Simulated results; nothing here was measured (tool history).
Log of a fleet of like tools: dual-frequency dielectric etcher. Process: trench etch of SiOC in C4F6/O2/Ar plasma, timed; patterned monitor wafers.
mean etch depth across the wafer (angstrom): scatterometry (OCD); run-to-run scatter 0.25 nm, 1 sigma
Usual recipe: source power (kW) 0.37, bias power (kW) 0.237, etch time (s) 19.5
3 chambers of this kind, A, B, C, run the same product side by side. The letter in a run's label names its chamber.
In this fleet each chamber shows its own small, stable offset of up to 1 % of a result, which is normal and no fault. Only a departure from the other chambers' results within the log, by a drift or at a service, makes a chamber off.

run,day,source power (kW),bias power (kW),etch time (s),hours since the last wet clean,hours since the last source power generator calibration,hours since the last bias power generator calibration,"read-back reference wafer on the same gauge, depth_nm",mean etch depth across the wafer (angstrom)
1C,0.271,0.37,0.237,19.5,148.4,926.4,2108.6,35.876,431.23
2A,0.475,0.37,0.237,19.5,487.7,2115.4,475.8,35.927,430.59
3B,0.675,0.37,0.237,19.5,395.6,928.2,1488.1,35.894,426.74
4C,0.825,0.37,0.237,19.5,161.7,939.7,2121.9,35.929,429.54
# day 0.829: chamber C: bias power generator calibrated
5B,1.104,0.37,0.237,19.5,405.9,938.5,1498.4,35.857,430.37
6A,1.325,0.37,0.237,19.5,508.1,2135.8,496.2,35.883,429.41
7A,1.488,0.37,0.207,22.5,512,2139.7,500.1,35.859,477.5
8B,1.683,0.37,0.207,22.5,419.8,952.4,1512.3,35.911,481.95
# day 1.962: chamber A: wet clean of the chamber
9C,1.967,0.37,0.207,22.5,189.1,967.1,27.4,35.906,475.79
10B,2.238,0.37,0.237,19.5,433.1,965.7,1525.6,35.93,429.65
11C,2.417,0.37,0.237,19.5,199.9,977.9,38.2,35.903,431.24
12A,2.567,0.37,0.237,19.5,14.5,2165.6,526,35.907,426.71
13B,2.733,0.37,0.237,19.5,445,977.6,1537.5,35.937,429.31
14A,2.888,0.37,0.237,19.5,22.2,2173.3,533.7,35.921,426.13
15C,3.196,0.37,0.237,19.5,218.6,996.6,56.9,35.922,434.93
16A,3.442,0.37,0.237,19.5,35.5,2186.6,547,35.894,430.79
17B,3.658,0.37,0.237,19.5,467.2,999.8,1559.7,35.881,430.24
18C,3.829,0.37,0.237,19.5,233.8,1011.8,72.1,35.912,429.11
19B,4.008,0.37,0.237,19.5,475.6,1008.2,1568.1,35.862,433.94
20A,4.262,0.37,0.237,19.5,55.2,2206.3,566.7,35.945,431.29
21C,4.554,0.37,0.237,19.5,251.2,1029.2,89.5,35.93,431.28
22A,4.808,0.34,0.237,14.5,68.3,2219.4,579.8,35.985,311.62
23B,5.046,0.34,0.237,14.5,500.5,1033.1,1593,35.91,310.08
24C,5.304,0.34,0.237,14.5,269.2,1047.2,107.5,35.921,313.89
25C,5.479,0.3,0.237,21.5,273.4,1051.4,111.7,35.894,440.85
26A,5.738,0.3,0.237,21.5,90.6,2241.7,602.1,35.865,434.26
27B,5.892,0.3,0.237,21.5,520.8,1053.4,1613.3,35.864,435.6
28B,6.121,0.37,0.237,19.5,526.3,1058.9,1618.8,35.906,433.12
29A,6.354,0.37,0.237,19.5,105.4,2256.5,616.9,35.897,431.95
30C,6.592,0.37,0.237,23,300.1,1078.1,138.4,35.918,508.61
# day 6.733: chamber B: wet clean of the chamber
31B,6.767,0.37,0.237,23,0.9,1074.4,1634.3,35.927,503.22
32A,6.917,0.37,0.237,23,118.9,2270,630.4,35.86,501.79
33C,7.188,0.37,0.237,19.5,314.4,1092.4,152.7,35.94,434.15
34A,7.458,0.37,0.237,19.5,131.9,2283,643.4,35.879,433.87
35B,7.7,0.37,0.237,19.5,23.3,1096.8,1656.7,35.908,429.06
36C,8.004,0.37,0.237,19.5,334,1112,172.3,35.923,431.75

Decide between three cases: one chamber stands off from its peers, the gauge reading all wafers drifts, or nothing is wrong past each chamber's small offset. Where a chamber is off, say which and what most likely put it there.

Beyond each chamber's small constant offset nothing stands out, and the gauge stays steady.
